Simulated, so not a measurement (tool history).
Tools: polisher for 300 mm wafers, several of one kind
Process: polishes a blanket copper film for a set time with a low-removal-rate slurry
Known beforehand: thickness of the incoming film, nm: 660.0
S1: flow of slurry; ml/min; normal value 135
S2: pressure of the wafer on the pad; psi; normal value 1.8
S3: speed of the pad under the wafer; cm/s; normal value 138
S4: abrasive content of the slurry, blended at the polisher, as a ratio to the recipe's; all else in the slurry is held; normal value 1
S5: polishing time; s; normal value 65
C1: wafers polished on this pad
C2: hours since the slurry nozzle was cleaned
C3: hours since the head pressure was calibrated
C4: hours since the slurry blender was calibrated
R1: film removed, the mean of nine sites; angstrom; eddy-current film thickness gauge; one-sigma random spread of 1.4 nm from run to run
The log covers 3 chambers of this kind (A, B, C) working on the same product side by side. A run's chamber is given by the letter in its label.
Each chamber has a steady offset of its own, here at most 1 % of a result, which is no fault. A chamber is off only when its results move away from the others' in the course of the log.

run   hour   S1   S2   S3    S4  S5    C1     C2      C3     C4      R1
 1C    4.7  135  1.8  138     1  65  1145  512.4      87  346.2  1327.4
 2A    9.4  135  1.8  138     1  65   283    393    1081     95    1337
 3B   15.9  135  1.8  138     1  65   343  186.2   740.7  121.3  1335.9
        23  -- chamber C: slurry blender recalibrated
 4B   23.9  135  1.8  138     1  65   432  194.2   748.7  129.3  1321.7
 5A   29.8  135  1.3  138  0.85  65   510  413.4  1101.4  115.4  947.81
 6C   37.1  135  1.3  138  0.85  65  1506  544.8   119.4   14.2  939.23
      39.2  -- chamber B: worn pad replaced by a new one
      44.8  -- chamber C: slurry nozzle cleaned
      46.5  -- chamber C: worn pad replaced by a new one
 7B   47.1  135  1.3  138  0.85  65    87  217.4   771.9  152.5  927.72
 8C   55.1  135  1.8  138     1  65    95   10.4   137.4   32.2  1370.3
      55.6  -- chamber A: worn pad replaced by a new one
 9A   61.7  135  1.8  138     1  65    68  445.3  1133.3  147.3  1341.7
      62.7  -- chamber A: head pressure recalibrated
10B     68  135  1.8  138     1  65   320  238.3   792.8  173.4  1337.8
11C   72.6  135  1.8  138     1  65   290   27.9   154.9   49.7  1348.9
12A   82.3  135  1.8  138     1  65   297  465.9    19.6  167.9  1361.7
13C   89.3  135  1.8  138     1  65   476   44.6   171.6   66.4  1328.8
        90  -- chamber B: head pressure recalibrated
14B     96  135  1.8  138     1  65   631  266.3       6  201.4  1427.6
       100  -- chamber B: worn pad replaced by a new one
15A  100.9  135  1.8  138     1  65   504  484.5    38.2  186.5  1351.7
16B  105.2  135  1.8  138     1  65    58  275.5    15.2  210.6  1471.5
17C    114  110  1.8  138     1  65   750   69.3   196.3   91.1  1293.9
18A  122.4  110  1.8  138     1  65   743    506    59.7    208  1298.9
19C  128.3  110  1.8  138     1  65   910   83.6   210.6  105.4  1285.1
     129.8  -- chamber A: worn pad replaced by a new one
20A  134.6  135  1.8  138     1  65    53  518.2    71.9  220.2  1357.3
21B  140.8  110  1.8  138     1  81   454  311.1    50.8  246.2  1695.1
22A  147.2  110  1.8  138     1  81   193  530.8    84.5  232.8  1616.1
23C  152.5  110  1.8  138     1  81  1179  107.8   234.8  129.6  1610.5
     156.1  -- chamber B: worn pad replaced by a new one
24B    162  135  1.8  138     1  65    65  332.3      72  267.4    1424
25B  168.6  135  1.8  138     1  65   139  338.9    78.6    274  1417.3

Next, every chamber runs the same settings. What will each give?
26A  175.7  135  1.8  138   1  65                   ?
26B  175.7  135  1.8  138   1  65                   ?
26C  175.7  135  1.8  138   1  65                   ?

run      R1
26A  1344.5
26B    1412
26C  1322.8

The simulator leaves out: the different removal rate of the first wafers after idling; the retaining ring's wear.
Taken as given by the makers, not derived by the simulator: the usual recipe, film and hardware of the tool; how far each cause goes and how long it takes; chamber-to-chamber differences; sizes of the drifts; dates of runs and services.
